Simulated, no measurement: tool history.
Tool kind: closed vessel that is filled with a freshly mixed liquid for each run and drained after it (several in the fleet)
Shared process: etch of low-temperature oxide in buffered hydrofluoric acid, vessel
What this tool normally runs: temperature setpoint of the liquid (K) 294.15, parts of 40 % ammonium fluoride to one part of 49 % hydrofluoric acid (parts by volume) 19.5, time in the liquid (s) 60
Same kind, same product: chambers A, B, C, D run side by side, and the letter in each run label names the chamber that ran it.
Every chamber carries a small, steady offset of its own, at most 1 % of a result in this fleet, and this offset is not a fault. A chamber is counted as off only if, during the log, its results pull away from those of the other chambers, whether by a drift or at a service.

| run | hour | temperature setpoint of the liquid (K) | parts of 40 % ammonium fluoride to one part of 49 % hydrofluoric acid (parts by volume) | time in the liquid (s) | hours since the thermometer was replaced | hours since the hydrofluoric acid flow meter was replaced | read-back film thickness of the low-temperature oxide reference wafer, read on the same gauge (nm) | thickness taken off the low-temperature oxide on a monitor wafer (Å) |
|---|---|---|---|---|---|---|---|---|
| 1D | 7.0 | 294.15 | 19.5 | 60 | 2088.6 | 95.0 | 29.986 | 532.16 |
| 2B | 16.6 | 294.15 | 19.5 | 60 | 686.4 | 673.8 | 29.960 | 524.09 |
| 3C | 28.0 | 294.15 | 19.5 | 60 | 1608.5 | 49.8 | 30.014 | 524.23 |
| 4A | 39.9 | 294.15 | 19.5 | 60 | 134.2 | 1653.3 | 29.986 | 524.62 |
| 5C | 46.1 | 294.15 | 19.5 | 60 | 1626.6 | 67.9 | 30.006 | 522.31 |
| 6A | 57.0 | 294.15 | 19.5 | 60 | 151.3 | 1670.4 | 30.017 | 532.17 |
|  | 59.9 | chamber C: thermometer replaced |
| 7B | 67.0 | 291.65 | 16.5 | 60 | 736.8 | 724.2 | 30.009 | 540.95 |
| 8D | 78.3 | 291.65 | 16.5 | 60 | 2159.9 | 166.3 | 30.018 | 537.99 |
| 9A | 86.1 | 291.65 | 16.5 | 60 | 180.4 | 1699.5 | 29.995 | 537.90 |
| 10B | 92.6 | 291.65 | 16.5 | 60 | 762.4 | 749.8 | 29.994 | 532.05 |
| 11C | 104.3 | 294.15 | 19.5 | 60 | 44.4 | 126.1 | 30.014 | 528.73 |
| 12D | 116.9 | 294.15 | 19.5 | 60 | 2198.5 | 204.9 | 30.017 | 531.59 |
| 13C | 124.2 | 294.15 | 19.5 | 60 | 64.3 | 146.0 | 29.967 | 525.08 |
| 14A | 135.4 | 294.15 | 19.5 | 60 | 229.7 | 1748.8 | 30.007 | 530.50 |
| 15B | 143.4 | 294.15 | 19.5 | 60 | 813.2 | 800.6 | 30.013 | 528.98 |
|  | 146.1 | chamber B: thermometer replaced |
| 16D | 152.1 | 294.15 | 19.5 | 60 | 2233.7 | 240.1 | 29.956 | 540.99 |
| 17C | 164.2 | 294.15 | 19.5 | 60 | 104.3 | 186.0 | 30.020 | 526.10 |
|  | 166.8 | chamber B: hydrofluoric acid flow meter replaced |
| 18A | 176.9 | 294.15 | 19.5 | 60 | 271.2 | 1790.3 | 30.011 | 527.46 |
| 19B | 189.7 | 294.15 | 19.5 | 60 | 43.6 | 22.9 | 29.993 | 536.77 |
| 20D | 197.1 | 294.15 | 19.5 | 60 | 2278.7 | 285.1 | 29.977 | 539.34 |
| 21A | 209.4 | 294.15 | 19.5 | 60 | 303.7 | 1822.8 | 29.997 | 530.58 |
| 22B | 222.5 | 294.15 | 19.5 | 60 | 76.4 | 55.7 | 29.997 | 528.15 |
| 23C | 230.6 | 294.15 | 19.5 | 60 | 170.7 | 252.4 | 29.961 | 531.63 |
| 24D | 241.1 | 294.15 | 19.5 | 60 | 2322.7 | 329.1 | 30.017 | 526.03 |
| 25A | 247.7 | 294.15 | 19.5 | 60 | 342.0 | 1861.1 | 29.984 | 526.10 |
| 26D | 256.0 | 294.15 | 19.5 | 60 | 2337.6 | 344.0 | 29.983 | 524.10 |
| 27C | 267.1 | 294.15 | 19.5 | 60 | 207.2 | 288.9 | 29.982 | 524.21 |
| 28B | 277.0 | 298.15 | 23.0 | 60 | 130.9 | 110.2 | 29.985 | 575.35 |
| 29C | 285.5 | 298.15 | 23.0 | 60 | 225.6 | 307.3 | 30.009 | 585.92 |
| 30D | 299.0 | 298.15 | 23.0 | 60 | 2380.6 | 387.0 | 29.966 | 587.73 |
| 31A | 306.8 | 298.15 | 23.0 | 60 | 401.1 | 1920.2 | 30.013 | 584.55 |
| 32B | 316.6 | 294.15 | 19.5 | 60 | 170.5 | 149.8 | 29.974 | 526.62 |
| 33B | 326.2 | 294.15 | 19.5 | 60 | 180.1 | 159.4 | 30.008 | 526.99 |
| 34C | 332.4 | 294.15 | 19.5 | 60 | 272.5 | 354.2 | 29.953 | 521.17 |
| 35A | 346.0 | 294.15 | 19.5 | 60 | 440.3 | 1959.4 | 29.956 | 524.61 |
| 36D | 358.0 | 294.15 | 19.5 | 60 | 2439.6 | 446.0 | 30.031 | 536.45 |
| 37D | 368.4 | 294.15 | 19.5 | 60 | 2450.0 | 456.4 | 30.000 | 529.59 |
| 38C | 379.3 | 294.15 | 19.5 | 30 | 319.4 | 401.1 | 30.018 | 258.66 |
| 39B | 388.0 | 294.15 | 19.5 | 30 | 241.9 | 221.2 | 29.998 | 262.61 |
|  | 395.2 | chamber A: hydrofluoric acid flow meter replaced |
| 40A | 395.2 | 294.15 | 19.5 | 30 | 489.5 | 0.1 | 30.009 | 264.47 |
| 41D | 405.7 | 294.15 | 19.5 | 30 | 2487.3 | 493.7 | 30.004 | 265.13 |
|  | 406.6 | chamber C: hydrofluoric acid flow meter replaced |
| 42B | 414.0 | 294.15 | 19.5 | 60 | 267.9 | 247.2 | 29.995 | 522.62 |
| 43C | 425.4 | 294.15 | 19.5 | 60 | 365.5 | 18.8 | 29.976 | 523.88 |
| 44A | 434.2 | 294.15 | 19.5 | 60 | 528.5 | 39.1 | 30.006 | 525.55 |

Decide between three cases: one chamber stands off from its peers, the gauge reading all wafers drifts, or nothing is wrong past each chamber's small offset. Where a chamber is off, say which and what most likely put it there.

Neither any chamber nor the gauge drifts; the chambers differ only by their own small, steady offsets.

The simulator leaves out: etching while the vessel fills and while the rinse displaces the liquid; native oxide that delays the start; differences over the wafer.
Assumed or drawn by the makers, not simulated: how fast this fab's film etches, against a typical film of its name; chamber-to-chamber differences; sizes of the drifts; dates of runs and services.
